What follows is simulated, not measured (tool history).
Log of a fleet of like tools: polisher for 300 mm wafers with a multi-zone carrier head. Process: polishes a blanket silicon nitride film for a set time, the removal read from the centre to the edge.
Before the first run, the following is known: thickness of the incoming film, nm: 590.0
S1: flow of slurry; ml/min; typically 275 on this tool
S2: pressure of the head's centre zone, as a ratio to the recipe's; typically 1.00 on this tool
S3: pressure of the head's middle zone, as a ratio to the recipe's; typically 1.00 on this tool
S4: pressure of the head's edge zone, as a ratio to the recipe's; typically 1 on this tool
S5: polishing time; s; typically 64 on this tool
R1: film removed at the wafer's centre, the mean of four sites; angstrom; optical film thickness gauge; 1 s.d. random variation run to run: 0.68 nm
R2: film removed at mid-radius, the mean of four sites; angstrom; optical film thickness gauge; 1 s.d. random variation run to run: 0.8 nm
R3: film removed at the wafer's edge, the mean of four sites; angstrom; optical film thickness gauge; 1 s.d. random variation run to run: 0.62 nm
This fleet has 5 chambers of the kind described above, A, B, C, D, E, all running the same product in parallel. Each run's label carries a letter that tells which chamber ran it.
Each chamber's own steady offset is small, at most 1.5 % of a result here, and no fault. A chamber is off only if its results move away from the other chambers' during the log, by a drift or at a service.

{"day": 0.196, "done": "chamber B: worn pad replaced by a new one"}
{"run": "1B", "day": 0.254, "S1": 275, "S2": 1.0, "S3": 1.0, "S4": 1, "S5": 64, "R1": 728.8, "R2": 735.08, "R3": 727.98}
{"run": "2A", "day": 0.704, "S1": 275, "S2": 1.0, "S3": 1.0, "S4": 1, "S5": 64, "R1": 721.91, "R2": 734.15, "R3": 726.77}
{"run": "3E", "day": 1.054, "S1": 275, "S2": 1.0, "S3": 1.0, "S4": 1, "S5": 64, "R1": 751.91, "R2": 734.52, "R3": 743.48}
{"run": "4C", "day": 1.379, "S1": 275, "S2": 1.0, "S3": 1.0, "S4": 1, "S5": 64, "R1": 729.92, "R2": 739.23, "R3": 732.3}
{"day": 1.529, "done": "chamber E: worn pad replaced by a new one"}
{"day": 1.712, "done": "chamber C: worn pad replaced by a new one"}
{"run": "5D", "day": 1.729, "S1": 275, "S2": 1.0, "S3": 1.0, "S4": 1, "S5": 64, "R1": 726.78, "R2": 715.82, "R3": 728.2}
{"run": "6E", "day": 1.988, "S1": 275, "S2": 1.0, "S3": 1.0, "S4": 1, "S5": 64, "R1": 736.57, "R2": 727.2, "R3": 730.66}
{"day": 2.383, "done": "chamber E: centre zone pressure recalibrated"}
{"run": "7C", "day": 2.396, "S1": 275, "S2": 1.0, "S3": 1.0, "S4": 1, "S5": 64, "R1": 743.52, "R2": 739.13, "R3": 736.13}
{"day": 2.583, "done": "chamber D: worn pad replaced by a new one"}
{"day": 2.621, "done": "chamber D: slurry nozzle cleaned"}
{"run": "8D", "day": 2.679, "S1": 275, "S2": 1.0, "S3": 1.0, "S4": 1, "S5": 64, "R1": 736.01, "R2": 732.08, "R3": 749.96}
{"run": "9B", "day": 3.071, "S1": 275, "S2": 1.0, "S3": 1.0, "S4": 1, "S5": 64, "R1": 728.64, "R2": 727.93, "R3": 734.35}
{"run": "10A", "day": 3.338, "S1": 275, "S2": 1.0, "S3": 1.0, "S4": 1, "S5": 64, "R1": 745.47, "R2": 722.88, "R3": 724.17}
{"run": "11C", "day": 3.829, "S1": 275, "S2": 1.0, "S3": 1.0, "S4": 1, "S5": 64, "R1": 730.88, "R2": 722.43, "R3": 729.6}
{"run": "12E", "day": 4.112, "S1": 275, "S2": 1.0, "S3": 1.0, "S4": 1, "S5": 64, "R1": 728.03, "R2": 718.88, "R3": 725.58}
{"run": "13D", "day": 4.479, "S1": 275, "S2": 1.0, "S3": 1.0, "S4": 1, "S5": 64, "R1": 744.24, "R2": 720.44, "R3": 728.09}
{"run": "14A", "day": 4.846, "S1": 275, "S2": 1.0, "S3": 1.0, "S4": 1, "S5": 64, "R1": 744.41, "R2": 752.89, "R3": 737.45}
{"day": 4.875, "done": "chamber E: slurry nozzle cleaned"}
{"day": 5.092, "done": "chamber B: worn pad replaced by a new one"}
{"run": "15B", "day": 5.321, "S1": 215, "S2": 1.1, "S3": 1.0, "S4": 1, "S5": 64, "R1": 781.13, "R2": 717.85, "R3": 719.06}
{"run": "16E", "day": 5.621, "S1": 215, "S2": 1.1, "S3": 1.0, "S4": 1, "S5": 64, "R1": 796.94, "R2": 703.35, "R3": 725.69}
{"run": "17D", "day": 6.017, "S1": 215, "S2": 1.1, "S3": 1.0, "S4": 1, "S5": 64, "R1": 789.49, "R2": 702.71, "R3": 717.11}
{"day": 6.354, "done": "chamber D: edge zone pressure recalibrated"}
{"run": "18C", "day": 6.392, "S1": 215, "S2": 1.1, "S3": 1.0, "S4": 1, "S5": 64, "R1": 788.28, "R2": 708.54, "R3": 709.39}
{"day": 6.479, "done": "chamber A: worn pad replaced by a new one"}
{"day": 6.5, "done": "chamber E: worn pad replaced by a new one"}
{"run": "19A", "day": 6.775, "S1": 215, "S2": 1.1, "S3": 1.0, "S4": 1, "S5": 64, "R1": 783.72, "R2": 715.62, "R3": 708.05}
{"day": 7.071, "done": "chamber A: slurry nozzle cleaned"}
{"run": "20B", "day": 7.079, "S1": 275, "S2": 1.0, "S3": 1.0, "S4": 1, "S5": 64, "R1": 736.19, "R2": 724.49, "R3": 721.88}
{"day": 7.204, "done": "chamber D: worn pad replaced by a new one"}
{"run": "21B", "day": 7.512, "S1": 275, "S2": 1.0, "S3": 1.0, "S4": 1, "S5": 64, "R1": 741.9, "R2": 729.46, "R3": 732.55}
{"run": "22A", "day": 7.979, "S1": 275, "S2": 1.04, "S3": 1.0, "S4": 1, "S5": 46, "R1": 546.19, "R2": 533.17, "R3": 528.44}
{"day": 8.329, "done": "chamber C: worn pad replaced by a new one"}
{"run": "23C", "day": 8.35, "S1": 275, "S2": 1.04, "S3": 1.0, "S4": 1, "S5": 46, "R1": 550.23, "R2": 532.7, "R3": 518.67}
{"run": "24E", "day": 8.808, "S1": 275, "S2": 1.04, "S3": 1.0, "S4": 1, "S5": 46, "R1": 551.18, "R2": 517.3, "R3": 530.05}
{"run": "25D", "day": 9.271, "S1": 275, "S2": 1.04, "S3": 1.0, "S4": 1, "S5": 46, "R1": 545.19, "R2": 519.13, "R3": 523.86}
{"day": 9.562, "done": "chamber B: worn pad replaced by a new one"}
{"run": "26D", "day": 9.675, "S1": 275, "S2": 1.04, "S3": 1.0, "S4": 1, "S5": 46, "R1": 559.8, "R2": 515.01, "R3": 525.54}
{"day": 9.762, "done": "chamber B: centre zone pressure recalibrated"}
{"run": "27B", "day": 9.888, "S1": 275, "S2": 1.0, "S3": 1.0, "S4": 1, "S5": 64, "R1": 730.64, "R2": 727.8, "R3": 732.37}
{"run": "28E", "day": 10.35, "S1": 275, "S2": 1.0, "S3": 1.0, "S4": 1, "S5": 64, "R1": 743.62, "R2": 721.45, "R3": 745.25}
{"day": 10.596, "done": "chamber E: worn pad replaced by a new one"}
{"run": "29A", "day": 10.779, "S1": 200, "S2": 1.0, "S3": 1.0, "S4": 1, "S5": 73, "R1": 795.66, "R2": 803.96, "R3": 824.96}
{"run": "30C", "day": 11.108, "S1": 200, "S2": 1.0, "S3": 1.0, "S4": 1, "S5": 73, "R1": 788.92, "R2": 795.9, "R3": 807.58}
{"run": "31A", "day": 11.383, "S1": 200, "S2": 1.0, "S3": 1.0, "S4": 1, "S5": 73, "R1": 793.27, "R2": 807.43, "R3": 812.9}
{"day": 11.625, "done": "chamber B: slurry nozzle cleaned"}
{"run": "32D", "day": 11.8, "S1": 200, "S2": 1.0, "S3": 1.0, "S4": 1, "S5": 73, "R1": 810.8, "R2": 791.76, "R3": 805.79}
{"day": 12.0, "done": "chamber D: worn pad replaced by a new one"}
{"run": "33E", "day": 12.075, "S1": 200, "S2": 1.0, "S3": 1.0, "S4": 1, "S5": 73, "R1": 806.48, "R2": 792.33, "R3": 806.62}
{"run": "34B", "day": 12.542, "S1": 275, "S2": 1.0, "S3": 1.0, "S4": 1, "S5": 64, "R1": 727.44, "R2": 727.9, "R3": 721.01}
{"run": "35C", "day": 12.792, "S1": 275, "S2": 0.89, "S3": 0.94, "S4": 1, "S5": 64, "R1": 645.02, "R2": 678.99, "R3": 737.64}
{"run": "36C", "day": 13.175, "S1": 275, "S2": 0.89, "S3": 0.94, "S4": 1, "S5": 64, "R1": 633.49, "R2": 679.75, "R3": 738.04}
{"run": "37B", "day": 13.446, "S1": 275, "S2": 0.89, "S3": 0.94, "S4": 1, "S5": 64, "R1": 646.36, "R2": 696.08, "R3": 735.49}
{"run": "38D", "day": 13.675, "S1": 275, "S2": 0.89, "S3": 0.94, "S4": 1, "S5": 64, "R1": 645.48, "R2": 677.4, "R3": 735.64}

One chamber off, gauge drift, or nothing amiss beyond the chambers' own small offsets? If it is a chamber, which one, and what is the likeliest cause?

All chambers stay in line apart from their small fixed offsets, and the gauge does not drift.

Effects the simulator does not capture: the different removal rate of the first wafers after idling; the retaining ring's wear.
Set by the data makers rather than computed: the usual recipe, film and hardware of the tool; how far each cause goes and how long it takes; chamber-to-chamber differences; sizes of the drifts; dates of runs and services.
